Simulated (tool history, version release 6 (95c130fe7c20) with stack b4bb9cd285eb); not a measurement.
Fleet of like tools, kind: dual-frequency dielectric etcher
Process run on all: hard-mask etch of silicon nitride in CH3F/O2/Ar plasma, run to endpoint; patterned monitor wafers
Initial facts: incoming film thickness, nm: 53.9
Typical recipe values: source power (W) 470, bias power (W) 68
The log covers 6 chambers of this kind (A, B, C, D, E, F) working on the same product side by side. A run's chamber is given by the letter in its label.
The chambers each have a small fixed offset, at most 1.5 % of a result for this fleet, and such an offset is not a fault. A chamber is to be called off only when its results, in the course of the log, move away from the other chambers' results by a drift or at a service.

Run 1C, hour 7.1: usual settings. Result: endpoint time (s) 74.503.
Run 2E, hour 13.9: usual settings. Result: endpoint time (s) 75.527.
Run 3B, hour 20.3: usual settings. Result: endpoint time (s) 74.964.
Run 4A, hour 24.1: usual settings. Result: endpoint time (s) 74.903.
Run 5D, hour 30.8: usual settings. Result: endpoint time (s) 73.709.
Run 6F, hour 37.6: usual settings. Result: endpoint time (s) 74.467.
Run 7E, hour 43.3: usual settings. Result: endpoint time (s) 75.642.
Run 8B, hour 51: usual settings. Result: endpoint time (s) 75.242.
Run 9D, hour 56.1: usual settings. Result: endpoint time (s) 73.443.
Run 10F, hour 61.9: usual settings but source power (W) 400, bias power (W) 61. Result: endpoint time (s) 82.615.
Run 11A, hour 66.1: usual settings but source power (W) 400, bias power (W) 61. Result: endpoint time (s) 82.997.
Run 12C, hour 74.2: usual settings but source power (W) 400, bias power (W) 61. Result: endpoint time (s) 82.495.
Run 13F, hour 80.1: usual settings but source power (W) 400, bias power (W) 61. Result: endpoint time (s) 82.767.
At hour 82.3: chamber D: wet clean of the chamber.
Run 14E, hour 87.7: usual settings but source power (W) 400, bias power (W) 61. Result: endpoint time (s) 83.245.
Run 15C, hour 93.6: usual settings but source power (W) 400, bias power (W) 61. Result: endpoint time (s) 82.197.
Run 16B, hour 99.3: usual settings. Result: endpoint time (s) 75.186.
Run 17A, hour 106.4: usual settings. Result: endpoint time (s) 75.335.
Run 18D, hour 113.3: usual settings. Result: endpoint time (s) 73.685.
Run 19F, hour 120: usual settings. Result: endpoint time (s) 75.418.
Run 20B, hour 124.6: usual settings. Result: endpoint time (s) 74.901.
Run 21E, hour 129.1: usual settings. Result: endpoint time (s) 76.033.
Run 22D, hour 135.6: usual settings. Result: endpoint time (s) 73.539.
Run 23A, hour 141.5: usual settings. Result: endpoint time (s) 75.307.
Run 24C, hour 145.7: usual settings. Result: endpoint time (s) 74.678.
Run 25E, hour 151.6: usual settings. Result: endpoint time (s) 75.636.
Run 26D, hour 159.6: usual settings. Result: endpoint time (s) 73.872.
Run 27A, hour 165: usual settings. Result: endpoint time (s) 74.982.
Run 28C, hour 172: usual settings. Result: endpoint time (s) 74.622.
At hour 178.6: chamber C: wet clean of the chamber.
Run 29F, hour 179.2: usual settings. Result: endpoint time (s) 76.33.
Run 30B, hour 184.1: usual settings. Result: endpoint time (s) 74.991.
Run 31D, hour 188.7: usual settings. Result: endpoint time (s) 73.84.
Run 32C, hour 196.8: usual settings. Result: endpoint time (s) 74.852.
Run 33A, hour 203.2: usual settings. Result: endpoint time (s) 75.344.
Run 34E, hour 207.9: usual settings. Result: endpoint time (s) 75.652.
Run 35B, hour 215.1: usual settings. Result: endpoint time (s) 75.006.
At hour 222.3: chamber D: bias power generator calibrated.
Run 36F, hour 223: usual settings. Result: endpoint time (s) 76.676.
Run 37B, hour 227.1: usual settings. Result: endpoint time (s) 75.152.
Run 38E, hour 230.9: usual settings but source power (W) 360, bias power (W) 55. Result: endpoint time (s) 90.183.
Run 39F, hour 235.1: usual settings but source power (W) 360, bias power (W) 55. Result: endpoint time (s) 91.722.
Run 40C, hour 243.2: usual settings but source power (W) 360, bias power (W) 55. Result: endpoint time (s) 88.575.
Run 41A, hour 248.7: usual settings but source power (W) 360, bias power (W) 55. Result: endpoint time (s) 89.672.
Run 42D, hour 252.3: usual settings but source power (W) 360, bias power (W) 55. Result: endpoint time (s) 87.722.
Run 43E, hour 260.1: usual settings but source power (W) 360, bias power (W) 55. Result: endpoint time (s) 89.744.

Predict what each chamber gives when all 6 of them run the settings below next.
Run 44A, hour 265.9: usual settings but bias power (W) 82. Result: endpoint time (s) ?.
Run 44B, hour 265.9: usual settings but bias power (W) 82. Result: endpoint time (s) ?.
Run 44C, hour 265.9: usual settings but bias power (W) 82. Result: endpoint time (s) ?.
Run 44D, hour 265.9: usual settings but bias power (W) 82. Result: endpoint time (s) ?.
Run 44E, hour 265.9: usual settings but bias power (W) 82. Result: endpoint time (s) ?.
Run 44F, hour 265.9: usual settings but bias power (W) 82. Result: endpoint time (s) ?.

run  endpoint time (s)
44A             70.652
44B             70.403
44C             70.349
44D             68.854
44E              70.58
44F             72.485

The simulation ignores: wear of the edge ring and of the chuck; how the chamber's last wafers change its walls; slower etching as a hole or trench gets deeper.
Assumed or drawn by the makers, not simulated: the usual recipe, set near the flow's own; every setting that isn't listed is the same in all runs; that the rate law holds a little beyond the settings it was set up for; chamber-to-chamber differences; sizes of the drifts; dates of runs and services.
